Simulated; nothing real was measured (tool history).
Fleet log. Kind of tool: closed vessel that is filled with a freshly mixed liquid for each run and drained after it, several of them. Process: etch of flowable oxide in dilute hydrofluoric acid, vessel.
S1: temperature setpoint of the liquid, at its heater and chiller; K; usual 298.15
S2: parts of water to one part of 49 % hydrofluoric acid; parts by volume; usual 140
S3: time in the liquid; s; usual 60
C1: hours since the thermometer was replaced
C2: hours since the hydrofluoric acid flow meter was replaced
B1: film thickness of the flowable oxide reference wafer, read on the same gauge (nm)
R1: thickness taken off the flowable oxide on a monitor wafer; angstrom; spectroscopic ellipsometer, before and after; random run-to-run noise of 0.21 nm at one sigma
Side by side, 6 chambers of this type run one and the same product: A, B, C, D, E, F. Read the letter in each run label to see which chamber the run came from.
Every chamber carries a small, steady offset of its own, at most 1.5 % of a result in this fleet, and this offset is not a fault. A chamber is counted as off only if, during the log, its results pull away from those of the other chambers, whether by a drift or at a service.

run   hour      S1   S2  S3      C1      C2      B1      R1
 1D    7.6  298.15  140  60   232.8   829.1  130.01  291.12
 2C   17.8  298.15  140  60  1202.4   454.1  130.07  294.53
 3F   24.9  298.15  140  60   604.8   609.6  130.03  294.50
 4B   30.4  298.15  140  60   526.5   389.0  129.99  287.21
 5A   40.7  298.15  140  60   848.2   302.1  129.99  291.33
      46.8  -- chamber F: hydrofluoric acid flow meter replaced
 6E   51.2  298.15  140  60   288.4   649.9  130.00  291.25
 7D   61.2  298.15  205  60   286.4   882.7  130.01  183.25
 8E   71.6  298.15  205  60   308.8   670.3  129.98  184.46
 9A   78.4  298.15  205  60   885.9   339.8  129.99  189.39
10F   85.7  298.15  205  60   665.6    39.0  130.02  182.29
11B   90.9  298.15  205  60   587.0   449.5  130.00  181.27
12C   98.7  298.15  205  60  1283.3   535.0  129.97  184.05
13B  107.0  298.15  140  60   603.1   465.6  129.98  288.49
14C  114.1  298.15  140  60  1298.7   550.4  130.02  287.96
15E  123.2  298.15  140  60   360.4   721.9  130.04  293.39
16A  131.1  298.15  140  60   938.6   392.5  129.99  290.71
17D  141.7  298.15  140  60   366.9   963.2  130.05  289.66
18F  149.7  298.15  140  60   729.6   103.0  130.00  292.57
19F  155.3  298.15  115  90   735.2   108.6  130.01  544.38
20B  164.3  298.15  115  90   660.4   522.9  130.00  535.22
21A  172.6  298.15  115  90   980.1   434.0  130.00  554.88
22E  179.7  298.15  115  90   416.9   778.4  130.00  541.17
23C  187.4  298.15  115  90  1372.0   623.7  129.99  553.46
24D  197.4  298.15  115  90   422.6  1018.9  129.97  550.48
25A  202.6  302.65  140  30  1010.1   464.0  130.01  173.40
26D  207.8  302.65  140  30   433.0  1029.3  130.01  170.84
27B  217.8  302.65  140  30   713.9   576.4  130.00  171.11
28E  227.1  302.65  140  30   464.3   825.8  130.02  171.41
29F  237.5  302.65  140  30   817.4   190.8  130.02  173.14
30C  242.9  302.65  140  30  1427.5   679.2  129.99  176.77
31F  252.1  298.15  140  60   832.0   205.4  129.99  292.24
32D  258.1  298.15  205  60   483.3  1079.6  130.01  185.04
33A  269.2  298.15  205  60  1076.7   530.6  130.00  187.81
34B  278.1  298.15  205  60   774.2   636.7  130.00  186.06
35C  288.0  298.15  205  60  1472.6   724.3  130.01  192.05
36E  293.6  298.15  205  60   530.8   892.3  130.03  185.07
37B  298.8  298.15  205  60   794.9   657.4  130.02  183.19

Each of the 6 chambers runs these same settings next. Fill in every chamber's results:
38A  306.8  298.15  140  35               ?
38B  306.8  298.15  140  35               ?
38C  306.8  298.15  140  35               ?
38D  306.8  298.15  140  35               ?
38E  306.8  298.15  140  35               ?
38F  306.8  298.15  140  35               ?

run      R1
38A  171.20
38B  167.35
38C  179.41
38D  170.57
38E  169.56
38F  171.47

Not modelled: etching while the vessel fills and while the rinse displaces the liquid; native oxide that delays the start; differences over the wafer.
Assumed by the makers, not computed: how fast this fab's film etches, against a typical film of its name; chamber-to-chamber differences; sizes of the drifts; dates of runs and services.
